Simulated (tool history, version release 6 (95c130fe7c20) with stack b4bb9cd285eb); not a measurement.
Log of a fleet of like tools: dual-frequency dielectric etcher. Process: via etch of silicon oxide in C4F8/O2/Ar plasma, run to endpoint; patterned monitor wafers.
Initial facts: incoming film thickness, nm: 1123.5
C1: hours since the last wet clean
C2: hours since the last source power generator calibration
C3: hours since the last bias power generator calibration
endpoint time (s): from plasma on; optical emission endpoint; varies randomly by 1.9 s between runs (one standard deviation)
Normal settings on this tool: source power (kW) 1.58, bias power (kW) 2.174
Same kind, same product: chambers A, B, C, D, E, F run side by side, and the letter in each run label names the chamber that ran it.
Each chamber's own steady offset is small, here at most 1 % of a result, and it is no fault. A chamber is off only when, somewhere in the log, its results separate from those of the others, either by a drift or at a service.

{"day": 0.379, "done": "chamber F: wet clean of the chamber"}
{"run": "1C", "day": 0.425, "source power (kW)": 1.58, "bias power (kW)": 2.174, "C1": 71.5, "C2": 2572.3, "C3": 3145.2, "endpoint time (s)": 235.38}
{"run": "2B", "day": 0.758, "source power (kW)": 1.58, "bias power (kW)": 2.174, "C1": 215.5, "C2": 924.4, "C3": 4555.1, "endpoint time (s)": 236.66}
{"run": "3E", "day": 1.246, "source power (kW)": 1.58, "bias power (kW)": 2.174, "C1": 512.5, "C2": 3358.6, "C3": 3106.7, "endpoint time (s)": 236.73}
{"run": "4F", "day": 1.817, "source power (kW)": 1.58, "bias power (kW)": 2.174, "C1": 34.6, "C2": 1027.8, "C3": 2661.3, "endpoint time (s)": 237.93}
{"run": "5A", "day": 2.204, "source power (kW)": 1.58, "bias power (kW)": 2.174, "C1": 191.4, "C2": 2942, "C3": 544.1, "endpoint time (s)": 238.6}
{"day": 2.625, "done": "chamber B: bias power generator calibrated"}
{"run": "6D", "day": 2.771, "source power (kW)": 1.58, "bias power (kW)": 1.829, "C1": 314.9, "C2": 3058.5, "C3": 630.3, "endpoint time (s)": 247.73}
{"run": "7D", "day": 3.367, "source power (kW)": 1.58, "bias power (kW)": 1.829, "C1": 329.2, "C2": 3072.8, "C3": 644.6, "endpoint time (s)": 250.81}
{"run": "8B", "day": 3.646, "source power (kW)": 1.58, "bias power (kW)": 1.829, "C1": 284.8, "C2": 993.7, "C3": 24.5, "endpoint time (s)": 244.26}
{"day": 3.879, "done": "chamber E: wet clean of the chamber"}
{"run": "9C", "day": 4.038, "source power (kW)": 1.58, "bias power (kW)": 1.829, "C1": 158.2, "C2": 2659, "C3": 3231.9, "endpoint time (s)": 247.32}
{"run": "10E", "day": 4.475, "source power (kW)": 1.58, "bias power (kW)": 1.829, "C1": 14.3, "C2": 3436.1, "C3": 3184.2, "endpoint time (s)": 249.35}
{"run": "11A", "day": 4.921, "source power (kW)": 1.58, "bias power (kW)": 1.829, "C1": 256.6, "C2": 3007.2, "C3": 609.3, "endpoint time (s)": 248.09}
{"run": "12F", "day": 5.504, "source power (kW)": 1.58, "bias power (kW)": 2.174, "C1": 123.1, "C2": 1116.3, "C3": 2749.8, "endpoint time (s)": 235.99}
{"run": "13A", "day": 5.871, "source power (kW)": 1.58, "bias power (kW)": 2.174, "C1": 279.4, "C2": 3030, "C3": 632.1, "endpoint time (s)": 237.33}
{"run": "14F", "day": 6.262, "source power (kW)": 1.58, "bias power (kW)": 2.174, "C1": 141.3, "C2": 1134.5, "C3": 2768, "endpoint time (s)": 236.18}
{"run": "15E", "day": 6.771, "source power (kW)": 1.58, "bias power (kW)": 2.174, "C1": 69.4, "C2": 3491.2, "C3": 3239.3, "endpoint time (s)": 236.9}
{"run": "16D", "day": 7.283, "source power (kW)": 1.58, "bias power (kW)": 2.174, "C1": 423.2, "C2": 3166.8, "C3": 738.6, "endpoint time (s)": 238.3}
{"run": "17C", "day": 7.617, "source power (kW)": 1.58, "bias power (kW)": 2.174, "C1": 244.1, "C2": 2744.9, "C3": 3317.8, "endpoint time (s)": 237.86}
{"day": 7.754, "done": "chamber D: wet clean of the chamber"}
{"run": "18B", "day": 8.062, "source power (kW)": 1.58, "bias power (kW)": 2.174, "C1": 390.8, "C2": 1099.7, "C3": 130.5, "endpoint time (s)": 236.2}
{"day": 8.092, "done": "chamber B: wet clean of the chamber"}
{"run": "19C", "day": 8.496, "source power (kW)": 1.58, "bias power (kW)": 2.174, "C1": 265.2, "C2": 2766, "C3": 3338.9, "endpoint time (s)": 233.5}
{"run": "20A", "day": 9.117, "source power (kW)": 1.58, "bias power (kW)": 2.174, "C1": 357.3, "C2": 3107.9, "C3": 710, "endpoint time (s)": 234.92}
{"run": "21E", "day": 9.425, "source power (kW)": 1.82, "bias power (kW)": 2.174, "C1": 133.1, "C2": 3554.9, "C3": 3303, "endpoint time (s)": 223.65}
{"run": "22F", "day": 9.708, "source power (kW)": 1.82, "bias power (kW)": 2.174, "C1": 224, "C2": 1217.2, "C3": 2850.7, "endpoint time (s)": 222.78}
{"run": "23B", "day": 10.338, "source power (kW)": 1.82, "bias power (kW)": 2.174, "C1": 54, "C2": 1154.3, "C3": 185.1, "endpoint time (s)": 220.89}
{"run": "24D", "day": 10.971, "source power (kW)": 1.82, "bias power (kW)": 2.174, "C1": 77.2, "C2": 3255.3, "C3": 827.1, "endpoint time (s)": 222.05}
{"run": "25D", "day": 11.421, "source power (kW)": 1.82, "bias power (kW)": 2.174, "C1": 88, "C2": 3266.1, "C3": 837.9, "endpoint time (s)": 222.3}
{"run": "26B", "day": 11.971, "source power (kW)": 1.82, "bias power (kW)": 2.174, "C1": 93.2, "C2": 1193.5, "C3": 224.3, "endpoint time (s)": 222.43}
{"run": "27A", "day": 12.471, "source power (kW)": 1.58, "bias power (kW)": 2.174, "C1": 437.8, "C2": 3188.4, "C3": 790.5, "endpoint time (s)": 241.75}
{"run": "28C", "day": 12.788, "source power (kW)": 1.58, "bias power (kW)": 2.174, "C1": 368.2, "C2": 2869, "C3": 3441.9, "endpoint time (s)": 233.59}
{"run": "29F", "day": 13.375, "source power (kW)": 1.58, "bias power (kW)": 2.174, "C1": 312, "C2": 1305.2, "C3": 2938.7, "endpoint time (s)": 237.7}
{"run": "30E", "day": 13.921, "source power (kW)": 1.58, "bias power (kW)": 2.174, "C1": 241, "C2": 3662.8, "C3": 3410.9, "endpoint time (s)": 239.41}
{"day": 14.362, "done": "chamber A: wet clean of the chamber"}
{"run": "31E", "day": 14.512, "source power (kW)": 1.58, "bias power (kW)": 2.174, "C1": 255.2, "C2": 3677, "C3": 3425.1, "endpoint time (s)": 238.44}
{"day": 14.971, "done": "chamber C: bias power generator calibrated"}
{"run": "32D", "day": 14.979, "source power (kW)": 1.58, "bias power (kW)": 2.174, "C1": 173.4, "C2": 3351.5, "C3": 923.3, "endpoint time (s)": 240.21}
{"run": "33B", "day": 15.333, "source power (kW)": 1.58, "bias power (kW)": 2.174, "C1": 173.9, "C2": 1274.2, "C3": 305, "endpoint time (s)": 235.32}
{"run": "34A", "day": 15.767, "source power (kW)": 1.58, "bias power (kW)": 2.174, "C1": 33.8, "C2": 3267.5, "C3": 869.6, "endpoint time (s)": 235.66}
{"run": "35C", "day": 16.288, "source power (kW)": 1.94, "bias power (kW)": 2.174, "C1": 452.2, "C2": 2953, "C3": 31.6, "endpoint time (s)": 217.94}
{"run": "36F", "day": 16.833, "source power (kW)": 1.94, "bias power (kW)": 2.174, "C1": 395, "C2": 1388.2, "C3": 3021.7, "endpoint time (s)": 220.76}
{"run": "37A", "day": 17.446, "source power (kW)": 1.94, "bias power (kW)": 2.174, "C1": 74.1, "C2": 3307.8, "C3": 909.9, "endpoint time (s)": 217.68}
{"day": 17.533, "done": "chamber E: source power generator calibrated"}
{"day": 17.679, "done": "chamber F: wet clean of the chamber"}
{"run": "38C", "day": 17.858, "source power (kW)": 1.94, "bias power (kW)": 2.174, "C1": 489.9, "C2": 2990.7, "C3": 69.3, "endpoint time (s)": 222.33}
{"run": "39D", "day": 18.458, "source power (kW)": 1.94, "bias power (kW)": 2.174, "C1": 256.9, "C2": 3435, "C3": 1006.8, "endpoint time (s)": 218.8}
{"day": 18.504, "done": "chamber E: bias power generator calibrated"}
{"run": "40F", "day": 18.933, "source power (kW)": 1.94, "bias power (kW)": 2.174, "C1": 30.1, "C2": 1438.6, "C3": 3072.1, "endpoint time (s)": 220.6}
{"run": "41E", "day": 19.233, "source power (kW)": 1.78, "bias power (kW)": 1.867, "C1": 368.5, "C2": 40.8, "C3": 17.5, "endpoint time (s)": 238.65}
{"run": "42B", "day": 19.525, "source power (kW)": 1.78, "bias power (kW)": 1.867, "C1": 274.5, "C2": 1374.8, "C3": 405.6, "endpoint time (s)": 235.28}
{"run": "43B", "day": 19.858, "source power (kW)": 1.78, "bias power (kW)": 1.867, "C1": 282.5, "C2": 1382.8, "C3": 413.6, "endpoint time (s)": 236.19}

All 6 chambers run these settings next. Forecast each chamber's results:
{"run": "44A", "day": 20.317, "source power (kW)": 1.74, "bias power (kW)": 2.174, "endpoint time (s)": "?"}
{"run": "44B", "day": 20.317, "source power (kW)": 1.74, "bias power (kW)": 2.174, "endpoint time (s)": "?"}
{"run": "44C", "day": 20.317, "source power (kW)": 1.74, "bias power (kW)": 2.174, "endpoint time (s)": "?"}
{"run": "44D", "day": 20.317, "source power (kW)": 1.74, "bias power (kW)": 2.174, "endpoint time (s)": "?"}
{"run": "44E", "day": 20.317, "source power (kW)": 1.74, "bias power (kW)": 2.174, "endpoint time (s)": "?"}
{"run": "44F", "day": 20.317, "source power (kW)": 1.74, "bias power (kW)": 2.174, "endpoint time (s)": "?"}

run=44A endpoint_time_(s)=228.6
run=44B endpoint_time_(s)=227.9
run=44C endpoint_time_(s)=226.62
run=44D endpoint_time_(s)=229.06
run=44E endpoint_time_(s)=230.8
run=44F endpoint_time_(s)=227.01

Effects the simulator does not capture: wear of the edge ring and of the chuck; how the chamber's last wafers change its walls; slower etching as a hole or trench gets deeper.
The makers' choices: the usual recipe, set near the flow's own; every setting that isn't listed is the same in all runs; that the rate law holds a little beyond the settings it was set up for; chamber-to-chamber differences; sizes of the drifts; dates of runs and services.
